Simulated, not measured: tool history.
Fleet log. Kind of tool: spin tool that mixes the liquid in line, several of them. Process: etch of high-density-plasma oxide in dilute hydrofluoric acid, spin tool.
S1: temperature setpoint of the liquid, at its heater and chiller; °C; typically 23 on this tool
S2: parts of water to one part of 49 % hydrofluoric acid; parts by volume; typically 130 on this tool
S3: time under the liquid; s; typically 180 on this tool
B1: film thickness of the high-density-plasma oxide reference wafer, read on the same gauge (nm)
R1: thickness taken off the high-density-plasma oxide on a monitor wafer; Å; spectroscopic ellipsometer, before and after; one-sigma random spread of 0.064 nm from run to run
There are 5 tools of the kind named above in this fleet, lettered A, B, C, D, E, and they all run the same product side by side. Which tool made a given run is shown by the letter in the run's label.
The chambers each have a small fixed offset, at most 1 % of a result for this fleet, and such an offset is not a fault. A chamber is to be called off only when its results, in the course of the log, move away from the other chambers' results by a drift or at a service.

{"run": "1B", "day": 0.254, "S1": 23, "S2": 130, "S3": 180, "B1": 129.98, "R1": 65.496}
{"run": "2C", "day": 0.454, "S1": 23, "S2": 130, "S3": 180, "B1": 129.99, "R1": 65.806}
{"run": "3E", "day": 0.6, "S1": 23, "S2": 130, "S3": 180, "B1": 129.98, "R1": 65.275}
{"run": "4A", "day": 0.721, "S1": 23, "S2": 130, "S3": 180, "B1": 130.02, "R1": 66.341}
{"run": "5D", "day": 0.946, "S1": 23, "S2": 130, "S3": 220, "B1": 130.02, "R1": 80.42}
{"run": "6B", "day": 1.142, "S1": 23, "S2": 130, "S3": 220, "B1": 129.97, "R1": 79.562}
{"run": "7D", "day": 1.288, "S1": 23, "S2": 130, "S3": 220, "B1": 130.02, "R1": 79.14}
{"run": "8A", "day": 1.533, "S1": 23, "S2": 130, "S3": 220, "B1": 129.99, "R1": 80.296}
{"run": "9E", "day": 1.775, "S1": 23, "S2": 130, "S3": 220, "B1": 130.0, "R1": 79.444}
{"run": "10C", "day": 1.992, "S1": 23, "S2": 130, "S3": 180, "B1": 129.98, "R1": 65.486}
{"run": "11D", "day": 2.142, "S1": 23, "S2": 130, "S3": 180, "B1": 129.97, "R1": 65.347}
{"run": "12B", "day": 2.304, "S1": 23, "S2": 90, "S3": 110, "B1": 129.99, "R1": 61.316}
{"run": "13E", "day": 2.454, "S1": 23, "S2": 90, "S3": 110, "B1": 130.0, "R1": 59.778}
{"run": "14C", "day": 2.696, "S1": 23, "S2": 90, "S3": 110, "B1": 129.96, "R1": 60.814}
{"run": "15A", "day": 2.938, "S1": 23, "S2": 90, "S3": 110, "B1": 130.0, "R1": 61.335}
{"run": "16C", "day": 3.179, "S1": 23, "S2": 90, "S3": 110, "B1": 130.01, "R1": 60.559}
{"run": "17A", "day": 3.433, "S1": 23, "S2": 130, "S3": 180, "B1": 130.02, "R1": 66.286}
{"run": "18E", "day": 3.654, "S1": 23, "S2": 130, "S3": 180, "B1": 130.03, "R1": 64.884}
{"run": "19B", "day": 3.775, "S1": 23, "S2": 130, "S3": 180, "B1": 130.02, "R1": 65.839}
{"run": "20D", "day": 3.933, "S1": 23, "S2": 130, "S3": 180, "B1": 130.0, "R1": 64.895}
{"run": "21B", "day": 4.058, "S1": 23, "S2": 130, "S3": 180, "B1": 129.98, "R1": 65.74}
{"run": "22A", "day": 4.196, "S1": 23, "S2": 130, "S3": 180, "B1": 129.98, "R1": 66.225}
{"run": "23D", "day": 4.329, "S1": 23, "S2": 130, "S3": 180, "B1": 130.01, "R1": 65.197}
{"run": "24C", "day": 4.492, "S1": 23, "S2": 130, "S3": 180, "B1": 130.02, "R1": 65.373}
{"run": "25E", "day": 4.7, "S1": 23, "S2": 130, "S3": 180, "B1": 130.0, "R1": 65.19}
{"day": 4.712, "done": "chamber A: thermometer replaced"}
{"run": "26D", "day": 4.871, "S1": 23, "S2": 130, "S3": 180, "B1": 129.98, "R1": 66.014}
{"run": "27A", "day": 5.017, "S1": 26, "S2": 105, "S3": 180, "B1": 130.0, "R1": 94.659}
{"run": "28E", "day": 5.258, "S1": 26, "S2": 105, "S3": 180, "B1": 130.01, "R1": 92.344}
{"run": "29B", "day": 5.508, "S1": 26, "S2": 105, "S3": 180, "B1": 129.99, "R1": 94.713}
{"run": "30C", "day": 5.675, "S1": 26, "S2": 105, "S3": 180, "B1": 129.98, "R1": 94.722}
{"run": "31D", "day": 5.862, "S1": 26, "S2": 105, "S3": 180, "B1": 129.99, "R1": 94.394}
{"run": "32C", "day": 6.1, "S1": 23, "S2": 130, "S3": 180, "B1": 129.99, "R1": 65.584}
{"run": "33A", "day": 6.238, "S1": 23, "S2": 80, "S3": 180, "B1": 129.99, "R1": 111.87}
{"run": "34B", "day": 6.454, "S1": 23, "S2": 80, "S3": 180, "B1": 129.99, "R1": 111.29}

Each of the 5 chambers runs these same settings next. Fill in every chamber's results:
{"run": "35A", "day": 6.646, "S1": 23, "S2": 130, "S3": 180, "R1": "?"}
{"run": "35B", "day": 6.646, "S1": 23, "S2": 130, "S3": 180, "R1": "?"}
{"run": "35C", "day": 6.646, "S1": 23, "S2": 130, "S3": 180, "R1": "?"}
{"run": "35D", "day": 6.646, "S1": 23, "S2": 130, "S3": 180, "R1": "?"}
{"run": "35E", "day": 6.646, "S1": 23, "S2": 130, "S3": 180, "R1": "?"}

run=35A R1=66.094
run=35B R1=64.218
run=35C R1=64.742
run=35D R1=65.690
run=35E R1=64.739

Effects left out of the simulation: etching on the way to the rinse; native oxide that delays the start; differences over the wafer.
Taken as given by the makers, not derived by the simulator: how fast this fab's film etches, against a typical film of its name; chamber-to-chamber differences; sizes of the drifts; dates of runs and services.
